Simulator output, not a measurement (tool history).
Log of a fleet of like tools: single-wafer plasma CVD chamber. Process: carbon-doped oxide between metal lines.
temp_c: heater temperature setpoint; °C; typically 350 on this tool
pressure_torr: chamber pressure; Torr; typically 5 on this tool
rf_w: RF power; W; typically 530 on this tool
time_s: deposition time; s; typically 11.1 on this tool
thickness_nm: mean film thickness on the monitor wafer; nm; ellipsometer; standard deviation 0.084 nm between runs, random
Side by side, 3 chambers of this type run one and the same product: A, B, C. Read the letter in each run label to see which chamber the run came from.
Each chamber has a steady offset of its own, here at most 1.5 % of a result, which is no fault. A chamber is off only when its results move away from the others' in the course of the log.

run   hour  temp_c  pressure_torr  rf_w  time_s  read-back reference wafer on the same gauge, thickness_nm  thickness_nm
 1A    4.4     350              5   530    11.1                                                     63.494        59.365
 2C    9.3     350              5   530    11.1                                                     63.458         59.14
 3B   12.6     350              5   530    11.1                                                     63.464        59.529
 4A   16.6     350              5   530    11.1                                                     63.459        59.503
 5C   20.8     350           5.85   530     9.4                                                     63.423        51.235
 6B   24.9     350           5.85   530     9.4                                                     63.425        51.458
 7B   27.1     350           5.85   530     9.4                                                      63.43        51.456
 8A   29.6     350              5   530    11.1                                                      63.41        59.419
 9C   34.2     350              5   530    11.1                                                     63.417        59.147
10A   37.2     350              5   530    11.1                                                     63.404         59.37
11B   40.5     350              5   530    11.1                                                     63.385        59.406
12C     45     362              5   530    11.1                                                     63.376        57.283
13A     50     362              5   530    11.1                                                     63.368        57.462
14C   52.8     362              5   530    11.1                                                     63.371        57.225
      54.7  -- chamber B: thermocouple changed; heater temperature recalibrated
15B   57.6     350           6.11   530    11.1                                                     63.317        60.747
16A   60.3     350           6.11   530    11.1                                                     63.349        60.786
17C   64.2     350           6.11   530    11.1                                                     63.309        60.579
18B   68.6     350              5   530    11.1                                                     63.335        59.377
19A   73.3     350              5   530    11.1                                                     63.302        59.315
20B   77.5     350              5   530    11.1                                                     63.275        59.289
21C   81.7     350              5   530    11.1                                                     63.268        59.097
22C   86.7     350              5   530    11.1                                                     63.257        59.038
23A   89.4     350              5   530    11.1                                                     63.269        59.342
24B   94.2     350              5   530    11.1                                                     63.222        59.358
25B   97.4     350              5   530    11.1                                                     63.261        59.455
26C  100.9     350              5   530    11.1                                                     63.211        58.772
27A  104.3     350              5   530    11.1                                                     63.188        59.252
28B  108.6     350              5   530    11.1                                                     63.205        59.255
29A  113.2     350              5   530    11.1                                                     63.187        59.049
30C  117.2     350              5   530    11.1                                                      63.17        58.861
31B  120.4     350              5   530    11.1                                                     63.145        59.056
32A  125.3     350              5   530    11.1                                                     63.146         59.11
33C  127.8     350              5   530    11.1                                                     63.115         58.72

All chambers now run identical settings, listed one chamber a line with results as question marks. What results will each chamber show?
34A  131.4     338              5   530    11.1                                                                        ?
34B  131.4     338              5   530    11.1                                                                        ?
34C  131.4     338              5   530    11.1                                                                        ?

run  thickness_nm
34A        61.462
34B        61.241
34C         60.96
